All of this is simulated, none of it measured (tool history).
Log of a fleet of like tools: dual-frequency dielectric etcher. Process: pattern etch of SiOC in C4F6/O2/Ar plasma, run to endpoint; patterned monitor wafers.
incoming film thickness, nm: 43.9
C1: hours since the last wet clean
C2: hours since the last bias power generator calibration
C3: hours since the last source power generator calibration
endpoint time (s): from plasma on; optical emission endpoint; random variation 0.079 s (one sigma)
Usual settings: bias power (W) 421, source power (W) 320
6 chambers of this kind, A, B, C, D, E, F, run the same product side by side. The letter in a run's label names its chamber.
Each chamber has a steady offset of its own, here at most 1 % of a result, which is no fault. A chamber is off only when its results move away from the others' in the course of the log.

At hour 7.8: chamber F: wet clean of the chamber.
Run 1B, hour 14.2: usual settings; C1 202.3; C2 827.8; C3 3856.6. Result: endpoint time (s) 17.182.
Run 2A, hour 29.3: usual settings; C1 29.8; C2 3697.9; C3 1567.9. Result: endpoint time (s) 17.035.
Run 3D, hour 40.5: usual settings; C1 235.8; C2 267.4; C3 1843.7. Result: endpoint time (s) 16.931.
Run 4E, hour 51.9: usual settings; C1 299.8; C2 718.6; C3 1421.8. Result: endpoint time (s) 17.148.
Run 5F, hour 60.9: usual settings; C1 53.1; C2 2124.3; C3 2145.7. Result: endpoint time (s) 16.994.
Run 6C, hour 74.9: usual settings; C1 103.3; C2 3599.3; C3 126.0. Result: endpoint time (s) 17.215.
Run 7B, hour 87.1: usual settings; C1 275.2; C2 900.7; C3 3929.5. Result: endpoint time (s) 17.146.
Run 8A, hour 93.6: usual settings; C1 94.1; C2 3762.2; C3 1632.2. Result: endpoint time (s) 17.068.
At hour 96.1: chamber D: source power generator calibrated.
Run 9D, hour 105.4: usual settings; C1 300.7; C2 332.3; C3 9.3. Result: endpoint time (s) 16.957.
Run 10C, hour 114.7: usual settings but bias power (W) 513, source power (W) 380; C1 143.1; C2 3639.1; C3 165.8. Result: endpoint time (s) 14.937.
Run 11F, hour 128.1: usual settings but bias power (W) 513, source power (W) 380; C1 120.3; C2 2191.5; C3 2212.9. Result: endpoint time (s) 14.961.
Run 12E, hour 141.1: usual settings but bias power (W) 513, source power (W) 380; C1 389.0; C2 807.8; C3 1511.0. Result: endpoint time (s) 15.004.
Run 13C, hour 147.9: usual settings but bias power (W) 513, source power (W) 380; C1 176.3; C2 3672.3; C3 199.0. Result: endpoint time (s) 14.914.
At hour 154.5: chamber D: wet clean of the chamber.
Run 14A, hour 155.3: usual settings but bias power (W) 513, source power (W) 380; C1 155.8; C2 3823.9; C3 1693.9. Result: endpoint time (s) 14.806.
At hour 164.5: chamber E: wet clean of the chamber.
Run 15E, hour 166.5: usual settings but bias power (W) 513, source power (W) 380; C1 2.0; C2 833.2; C3 1536.4. Result: endpoint time (s) 14.953.
Run 16D, hour 174.4: usual settings; C1 20.0; C2 401.3; C3 78.3. Result: endpoint time (s) 16.910.
Run 17F, hour 188.4: usual settings; C1 180.6; C2 2251.8; C3 2273.2. Result: endpoint time (s) 17.026.
Run 18B, hour 197.2: usual settings; C1 385.3; C2 1010.8; C3 4039.6. Result: endpoint time (s) 17.224.
Run 19B, hour 205.3: usual settings; C1 393.4; C2 1018.9; C3 4047.7. Result: endpoint time (s) 17.144.
Run 20A, hour 213.0: usual settings but bias power (W) 505, source power (W) 370; C1 213.5; C2 3881.6; C3 1751.6. Result: endpoint time (s) 15.003.
Run 21D, hour 226.5: usual settings but bias power (W) 505, source power (W) 370; C1 72.1; C2 453.4; C3 130.4. Result: endpoint time (s) 15.079.
Run 22E, hour 235.2: usual settings but bias power (W) 505, source power (W) 370; C1 70.7; C2 901.9; C3 1605.1. Result: endpoint time (s) 15.236.
Run 23F, hour 250.0: usual settings but bias power (W) 505, source power (W) 370; C1 242.2; C2 2313.4; C3 2334.8. Result: endpoint time (s) 15.298.
Run 24C, hour 256.6: usual settings but bias power (W) 505, source power (W) 370; C1 285.0; C2 3781.0; C3 307.7. Result: endpoint time (s) 15.060.
Run 25A, hour 269.1: usual settings but bias power (W) 505, source power (W) 370; C1 269.6; C2 3937.7; C3 1807.7. Result: endpoint time (s) 15.108.
Run 26C, hour 275.7: usual settings; C1 304.1; C2 3800.1; C3 326.8. Result: endpoint time (s) 17.131.
Run 27E, hour 284.5: usual settings; C1 120.0; C2 951.2; C3 1654.4. Result: endpoint time (s) 17.277.
Run 28F, hour 293.1: usual settings; C1 285.3; C2 2356.5; C3 2377.9. Result: endpoint time (s) 16.979.
Run 29B, hour 303.0: usual settings; C1 491.1; C2 1116.6; C3 4145.4. Result: endpoint time (s) 17.123.
Run 30D, hour 311.2: usual settings; C1 156.8; C2 538.1; C3 215.1. Result: endpoint time (s) 17.024.
At hour 321.5: chamber F: bias power generator calibrated.
Run 31C, hour 323.7: usual settings; C1 352.1; C2 3848.1; C3 374.8. Result: endpoint time (s) 17.055.
At hour 324.3: chamber B: wet clean of the chamber.
Run 32B, hour 336.2: usual settings; C1 12.0; C2 1149.8; C3 4178.6. Result: endpoint time (s) 17.221.
Run 33E, hour 349.6: usual settings; C1 185.1; C2 1016.3; C3 1719.5. Result: endpoint time (s) 17.206.
Run 34A, hour 362.0: usual settings; C1 362.5; C2 4030.6; C3 1900.6. Result: endpoint time (s) 16.800.
Run 35D, hour 369.4: usual settings; C1 215.0; C2 596.3; C3 273.3. Result: endpoint time (s) 16.984.
Run 36F, hour 380.9: usual settings; C1 373.1; C2 59.4; C3 2465.7. Result: endpoint time (s) 17.083.
Run 37E, hour 395.8: usual settings; C1 231.3; C2 1062.5; C3 1765.7. Result: endpoint time (s) 17.082.

Is one chamber off against the others, does the gauge drift, or is nothing wrong? If a chamber is off, say which, and what the likeliest cause is.

No chamber stands off beyond its own small offset, and the gauge holds steady.
